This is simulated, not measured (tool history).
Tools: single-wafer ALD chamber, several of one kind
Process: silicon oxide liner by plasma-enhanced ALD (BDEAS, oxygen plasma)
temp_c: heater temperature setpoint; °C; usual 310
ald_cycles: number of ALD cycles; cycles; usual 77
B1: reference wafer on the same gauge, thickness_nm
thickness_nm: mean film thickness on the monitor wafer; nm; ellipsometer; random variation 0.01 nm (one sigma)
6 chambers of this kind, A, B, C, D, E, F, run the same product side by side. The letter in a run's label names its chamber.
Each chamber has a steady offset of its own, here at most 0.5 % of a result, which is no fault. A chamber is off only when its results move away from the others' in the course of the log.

Run 1E, day 0.296: usual settings; B1 5.8185. Result: thickness_nm 7.0389 nm.
Run 2C, day 0.608: usual settings; B1 5.8171. Result: thickness_nm 7.0314 nm.
Run 3B, day 0.862: usual settings; B1 5.818. Result: thickness_nm 7.0802 nm.
Run 4D, day 1.233: usual settings; B1 5.816. Result: thickness_nm 7.0502 nm.
Run 5A, day 1.429: usual settings; B1 5.8142. Result: thickness_nm 7.0763 nm.
Run 6F, day 1.75: usual settings; B1 5.8144. Result: thickness_nm 7.0865 nm.
Run 7A, day 1.933: usual settings but temp_c 298 °C; B1 5.8148. Result: thickness_nm 7.2442 nm.
Run 8B, day 2.167: usual settings but temp_c 298 °C; B1 5.8133. Result: thickness_nm 7.2423 nm.
Run 9E, day 2.542: usual settings but temp_c 298 °C; B1 5.8132. Result: thickness_nm 7.1654 nm.
Run 10C, day 2.708: usual settings but temp_c 298 °C; B1 5.8115. Result: thickness_nm 7.1625 nm.
Run 11F, day 2.996: usual settings but temp_c 298 °C; B1 5.8112. Result: thickness_nm 7.268 nm.
Run 12D, day 3.321: usual settings but temp_c 298 °C; B1 5.8111. Result: thickness_nm 7.1949 nm.
Run 13F, day 3.588: usual settings; B1 5.8103. Result: thickness_nm 7.0838 nm.
Run 14C, day 3.754: usual settings; B1 5.8093. Result: thickness_nm 7.01 nm.
Run 15B, day 4.088: usual settings; B1 5.8083. Result: thickness_nm 7.0721 nm.
Run 16A, day 4.312: usual settings; B1 5.8072. Result: thickness_nm 7.0748 nm.
Run 17E, day 4.517: usual settings; B1 5.806. Result: thickness_nm 7.0059 nm.
Run 18D, day 4.854: usual settings; B1 5.8033. Result: thickness_nm 7.0529 nm.
Run 19D, day 5.183: usual settings; B1 5.8033. Result: thickness_nm 7.0352 nm.
Run 20C, day 5.354: usual settings; B1 5.8016. Result: thickness_nm 7.0178 nm.
Run 21F, day 5.621: usual settings but ald_cycles 87 cycles; B1 5.8042. Result: thickness_nm 8.0084 nm.
Run 22B, day 5.846: usual settings but ald_cycles 87 cycles; B1 5.802. Result: thickness_nm 7.9848 nm.
Run 23A, day 6.154: usual settings but ald_cycles 87 cycles; B1 5.8002. Result: thickness_nm 7.9607 nm.
Run 24E, day 6.5: usual settings but ald_cycles 87 cycles; B1 5.7999. Result: thickness_nm 7.9142 nm.
Run 25D, day 6.825: usual settings but ald_cycles 87 cycles; B1 5.7974. Result: thickness_nm 7.9677 nm.
Run 26C, day 7.054: usual settings but ald_cycles 87 cycles; B1 5.7973. Result: thickness_nm 7.9114 nm.
Run 27B, day 7.35: usual settings; B1 5.798. Result: thickness_nm 7.0456 nm.
Run 28E, day 7.638: usual settings; B1 5.7968. Result: thickness_nm 7.0011 nm.
Run 29A, day 7.988: usual settings; B1 5.7945. Result: thickness_nm 7.0668 nm.
Run 30F, day 8.333: usual settings; B1 5.7971. Result: thickness_nm 7.0768 nm.
Run 31C, day 8.579: usual settings; B1 5.7945. Result: thickness_nm 6.9941 nm.
Run 32B, day 8.942: usual settings but ald_cycles 63 cycles; B1 5.7935. Result: thickness_nm 5.7742 nm.
Run 33F, day 9.112: usual settings but ald_cycles 63 cycles; B1 5.7914. Result: thickness_nm 5.7962 nm.
Run 34E, day 9.417: usual settings but ald_cycles 63 cycles; B1 5.7897. Result: thickness_nm 5.7172 nm.
Run 35D, day 9.604: usual settings but ald_cycles 63 cycles; B1 5.7905. Result: thickness_nm 5.7577 nm.
Run 36A, day 9.838: usual settings but ald_cycles 63 cycles; B1 5.7902. Result: thickness_nm 5.7626 nm.
Run 37C, day 10.042: usual settings but ald_cycles 63 cycles; B1 5.7897. Result: thickness_nm 5.7078 nm.
Run 38F, day 10.371: usual settings; B1 5.7877. Result: thickness_nm 7.0568 nm.
Run 39D, day 10.6: usual settings but temp_c 323 °C; B1 5.7894. Result: thickness_nm 6.8876 nm.
Run 40A, day 10.779: usual settings but temp_c 323 °C; B1 5.7863. Result: thickness_nm 6.922 nm.
Run 41B, day 11.083: usual settings but temp_c 323 °C; B1 5.7848. Result: thickness_nm 6.9216 nm.
Run 42E, day 11.388: usual settings but temp_c 323 °C; B1 5.7834. Result: thickness_nm 6.8615 nm.

Next, every chamber runs the same settings. What will each give?
Run 43A, day 11.667: usual settings. Result: thickness_nm ?.
Run 43B, day 11.667: usual settings. Result: thickness_nm ?.
Run 43C, day 11.667: usual settings. Result: thickness_nm ?.
Run 43D, day 11.667: usual settings. Result: thickness_nm ?.
Run 43E, day 11.667: usual settings. Result: thickness_nm ?.
Run 43F, day 11.667: usual settings. Result: thickness_nm ?.

run  thickness_nm
43A        7.0344
43B         7.043
43C        7.0036
43D        7.0171
43E        6.9723
43F        7.0617
